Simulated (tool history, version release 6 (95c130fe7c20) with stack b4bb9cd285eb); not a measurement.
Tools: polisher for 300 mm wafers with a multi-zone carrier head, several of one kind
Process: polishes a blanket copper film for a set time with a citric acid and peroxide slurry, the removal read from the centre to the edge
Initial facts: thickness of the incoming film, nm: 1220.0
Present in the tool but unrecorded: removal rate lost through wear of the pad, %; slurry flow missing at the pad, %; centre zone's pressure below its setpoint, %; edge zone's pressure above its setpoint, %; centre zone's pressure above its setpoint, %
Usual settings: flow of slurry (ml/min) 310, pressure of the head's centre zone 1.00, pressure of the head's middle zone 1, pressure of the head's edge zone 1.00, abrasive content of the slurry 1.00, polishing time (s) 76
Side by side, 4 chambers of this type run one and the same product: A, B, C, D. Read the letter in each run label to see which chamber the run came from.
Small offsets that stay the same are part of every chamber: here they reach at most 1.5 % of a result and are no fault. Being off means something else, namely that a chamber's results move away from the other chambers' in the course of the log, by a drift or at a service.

| run | hour | flow of slurry (ml/min) | pressure of the head's centre zone | pressure of the head's middle zone | pressure of the head's edge zone | abrasive content of the slurry | polishing time (s) | wafers polished on this pad | hours since the slurry nozzle was cleaned | hours since the centre zone pressure was calibrated | hours since the edge zone pressure was calibrated | film removed at the wafer's centre (nm) | film removed at mid-radius (nm) | film removed at the wafer's edge (nm) |
|---|---|---|---|---|---|---|---|---|---|---|---|---|---|---|
|  | 1.0 | chamber D: edge zone pressure recalibrated |
|  | 3.1 | chamber A: edge zone pressure recalibrated |
| 1B | 6.3 | 310 | 1.00 | 1 | 1.00 | 1.00 | 76 | 802 | 595.7 | 195.3 | 278.2 | 114.140 | 114.04 | 115.09 |
| 2D | 12.8 | 310 | 1.00 | 1 | 1.00 | 1.00 | 76 | 237 | 172.2 | 369.0 | 11.9 | 116.510 | 117.42 | 116.08 |
|  | 17.6 | chamber C: worn pad replaced by a new one |
| 3A | 17.9 | 310 | 1.00 | 1 | 1.00 | 1.00 | 76 | 1074 | 291.5 | 1279.1 | 14.8 | 115.810 | 112.31 | 117.17 |
| 4C | 23.7 | 310 | 1.00 | 1 | 1.00 | 1.00 | 76 | 71 | 56.5 | 913.5 | 853.7 | 115.770 | 114.03 | 113.93 |
|  | 24.6 | chamber B: worn pad replaced by a new one |
| 5A | 30.2 | 310 | 1.00 | 1 | 1.00 | 1.00 | 76 | 1218 | 303.8 | 1291.4 | 27.1 | 116.060 | 113.32 | 115.94 |
|  | 33.2 | chamber D: slurry nozzle cleaned |
| 6D | 36.4 | 310 | 1.00 | 1 | 1.00 | 1.00 | 76 | 513 | 3.3 | 392.6 | 35.5 | 116.580 | 116.04 | 113.88 |
| 7C | 44.4 | 310 | 1.00 | 1 | 1.00 | 1.00 | 76 | 313 | 77.2 | 934.2 | 874.4 | 114.040 | 118.56 | 116.27 |
|  | 44.8 | chamber D: worn pad replaced by a new one |
| 8B | 52.5 | 310 | 1.00 | 1 | 1.00 | 1.00 | 76 | 327 | 641.9 | 241.5 | 324.4 | 114.600 | 112.78 | 113.26 |
| 9A | 61.0 | 310 | 1.00 | 1 | 1.00 | 0.90 | 90 | 1578 | 334.6 | 1322.2 | 57.9 | 132.430 | 131.64 | 132.60 |
| 10D | 70.3 | 310 | 1.00 | 1 | 1.00 | 0.90 | 90 | 298 | 37.2 | 426.5 | 69.4 | 133.910 | 132.08 | 130.97 |
|  | 73.3 | chamber A: slurry nozzle cleaned |
| 11B | 78.0 | 310 | 1.00 | 1 | 1.00 | 0.90 | 90 | 624 | 667.4 | 267.0 | 349.9 | 133.090 | 133.10 | 130.00 |
|  | 84.3 | chamber D: worn pad replaced by a new one |
| 12C | 85.0 | 310 | 1.00 | 1 | 1.00 | 0.90 | 90 | 787 | 117.8 | 974.8 | 915.0 | 134.280 | 129.25 | 135.68 |
| 13A | 93.6 | 310 | 1.00 | 1 | 1.00 | 1.00 | 76 | 1958 | 20.3 | 1354.8 | 90.5 | 111.230 | 111.23 | 113.45 |
|  | 100.1 | chamber A: centre zone pressure recalibrated |
| 14C | 100.5 | 310 | 1.00 | 1 | 1.00 | 1.00 | 76 | 968 | 133.3 | 990.3 | 930.5 | 114.470 | 114.05 | 116.86 |
|  | 102.7 | chamber C: worn pad replaced by a new one |
| 15B | 106.6 | 310 | 1.00 | 1 | 1.00 | 1.00 | 76 | 959 | 696.0 | 295.6 | 378.5 | 113.870 | 116.40 | 115.91 |
| 16D | 111.9 | 310 | 1.00 | 1 | 1.00 | 1.00 | 76 | 322 | 78.8 | 468.1 | 111.0 | 116.720 | 115.17 | 114.13 |
|  | 115.1 | chamber B: worn pad replaced by a new one |
| 17D | 120.5 | 310 | 1.00 | 1 | 1.00 | 1.00 | 76 | 422 | 87.4 | 476.7 | 119.6 | 115.620 | 117.35 | 114.82 |
|  | 124.5 | chamber D: worn pad replaced by a new one |
| 18A | 126.8 | 310 | 1.00 | 1 | 1.00 | 1.00 | 76 | 2346 | 53.5 | 26.7 | 123.7 | 111.560 | 112.81 | 112.87 |
| 19C | 136.1 | 310 | 1.00 | 1 | 1.00 | 1.00 | 76 | 391 | 168.9 | 1025.9 | 966.1 | 114.030 | 113.43 | 116.29 |
| 20B | 145.8 | 310 | 1.00 | 1 | 1.00 | 1.00 | 76 | 358 | 735.2 | 334.8 | 417.7 | 115.240 | 114.58 | 115.11 |
| 21C | 150.9 | 310 | 1.00 | 1 | 1.00 | 1.00 | 76 | 563 | 183.7 | 1040.7 | 980.9 | 115.190 | 111.98 | 114.31 |
| 22A | 159.0 | 310 | 1.00 | 1 | 1.00 | 1.00 | 76 | 2722 | 85.7 | 58.9 | 155.9 | 110.490 | 110.60 | 110.93 |
| 23B | 163.9 | 310 | 1.00 | 1 | 1.00 | 1.00 | 76 | 570 | 753.3 | 352.9 | 435.8 | 116.130 | 113.45 | 118.24 |
|  | 164.2 | chamber D: worn pad replaced by a new one |
| 24D | 171.5 | 310 | 1.00 | 1 | 1.00 | 1.00 | 76 | 86 | 138.4 | 527.7 | 170.6 | 117.650 | 118.07 | 115.38 |
| 25B | 180.0 | 310 | 1.00 | 1 | 1.00 | 1.00 | 76 | 758 | 769.4 | 369.0 | 451.9 | 114.550 | 115.70 | 115.64 |
| 26A | 186.1 | 310 | 1.00 | 1 | 1.09 | 1.15 | 76 | 3039 | 112.8 | 86.0 | 183.0 | 113.030 | 111.07 | 119.90 |

Next, every chamber runs the same settings. What will each give?
| 27A | 193.2 | 310 | 0.89 | 1 | 1.00 | 1.00 | 76 |  |  |  |  | ? | ? | ? |
| 27B | 193.2 | 310 | 0.89 | 1 | 1.00 | 1.00 | 76 |  |  |  |  | ? | ? | ? |
| 27C | 193.2 | 310 | 0.89 | 1 | 1.00 | 1.00 | 76 |  |  |  |  | ? | ? | ? |
| 27D | 193.2 | 310 | 0.89 | 1 | 1.00 | 1.00 | 76 |  |  |  |  | ? | ? | ? |

| run | film removed at the wafer's centre (nm) | film removed at mid-radius (nm) | film removed at the wafer's edge (nm) |
|---|---|---|---|
| 27A | 95.556 | 105.95 | 108.10 |
| 27B | 100.290 | 112.90 | 115.93 |
| 27C | 101.150 | 115.82 | 114.49 |
| 27D | 102.640 | 116.81 | 115.56 |
